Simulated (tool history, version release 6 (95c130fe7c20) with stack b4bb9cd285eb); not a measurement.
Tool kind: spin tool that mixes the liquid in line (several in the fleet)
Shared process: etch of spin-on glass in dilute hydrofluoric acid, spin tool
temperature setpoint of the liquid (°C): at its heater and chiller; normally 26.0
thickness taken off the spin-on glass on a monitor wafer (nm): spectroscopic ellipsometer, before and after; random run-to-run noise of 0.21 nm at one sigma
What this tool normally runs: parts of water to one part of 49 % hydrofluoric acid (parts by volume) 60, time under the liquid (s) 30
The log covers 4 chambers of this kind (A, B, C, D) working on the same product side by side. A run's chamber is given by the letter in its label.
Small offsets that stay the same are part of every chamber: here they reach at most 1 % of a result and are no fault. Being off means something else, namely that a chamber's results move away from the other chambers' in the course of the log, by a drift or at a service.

run	hour	temperature setpoint of the liquid (°C)	parts of water to one part of 49 % hydrofluoric acid (parts by volume)	time under the liquid (s)	hours since the thermometer was replaced	hours since the hydrofluoric acid flow meter was replaced	read-back film thickness of the spin-on glass reference wafer, read on the same gauge (nm)	thickness taken off the spin-on glass on a monitor wafer (nm)
1B	4.6	26.0	60	30	127.0	188.3	89.989	36.675
2A	8.7	26.0	60	30	1292.1	2062.3	90.038	36.689
# hour 8.8: chamber A: hydrofluoric acid flow meter replaced
3C	12.3	26.0	60	30	432.3	323.5	90.011	36.701
4D	17.7	26.0	60	30	117.3	1215.2	89.971	36.571
5A	22.9	26.0	60	30	1306.3	14.2	90.001	36.731
6B	26.4	26.0	60	30	148.8	210.1	89.998	36.773
7D	30.5	26.0	60	30	130.1	1228.0	89.979	36.483
8C	36.0	26.0	60	30	456.0	347.2	90.012	37.258
9C	41.4	30.5	60	15	461.4	352.6	90.023	22.265
10B	46.8	30.5	60	15	169.2	230.5	90.034	21.744
# hour 48.0: chamber A: thermometer replaced
11A	49.7	30.5	60	15	1.7	41.0	89.980	22.146
12D	53.3	30.5	60	15	152.9	1250.8	90.031	21.874
13B	57.1	26.0	60	30	179.5	240.8	89.955	36.382
14D	62.2	26.0	60	30	161.8	1259.7	90.030	36.578
15C	67.5	26.0	60	30	487.5	378.7	90.003	37.103
16A	70.4	26.0	60	30	22.4	61.7	89.982	36.975
17C	74.7	26.0	60	30	494.7	385.9	89.994	36.766
18B	79.2	26.0	60	30	201.6	262.9	90.036	36.480
19D	84.4	30.0	80	30	184.0	1281.9	89.956	31.555
20A	90.2	30.0	80	30	42.2	81.5	90.020	31.734
21A	94.6	30.0	80	30	46.6	85.9	89.994	31.836
22D	100.5	30.0	80	30	200.1	1298.0	89.986	31.514
23C	104.0	24.0	60	30	524.0	415.2	90.014	34.002
24B	107.8	24.0	60	30	230.2	291.5	89.988	33.917
25D	110.7	24.0	60	30	210.3	1308.2	90.025	33.461
26A	114.9	24.0	60	30	66.9	106.2	90.047	33.884
27C	118.2	26.0	60	30	538.2	429.4	90.000	36.897
28B	121.5	26.0	60	30	243.9	305.2	89.987	36.926
29A	124.5	26.0	60	30	76.5	115.8	89.970	36.854
30D	129.5	26.0	75	40	229.1	1327.0	89.958	38.388
31C	134.2	26.0	75	40	554.2	445.4	89.978	38.427
32B	138.7	26.0	75	40	261.1	322.4	89.945	38.646
33D	143.0	26.0	75	40	242.6	1340.5	90.020	38.200
# hour 143.5: chamber C: hydrofluoric acid flow meter replaced
34C	146.9	26.0	60	30	566.9	3.4	89.997	37.042

The same settings go to every chamber for the next run, one line per chamber below. Forecast the results for each:
35A	151.3	26.0	60	30				?
35B	151.3	26.0	60	30				?
35C	151.3	26.0	60	30				?
35D	151.3	26.0	60	30				?

run	thickness taken off the spin-on glass on a monitor wafer (nm)
35A	36.938
35B	36.326
35C	36.969
35D	36.448
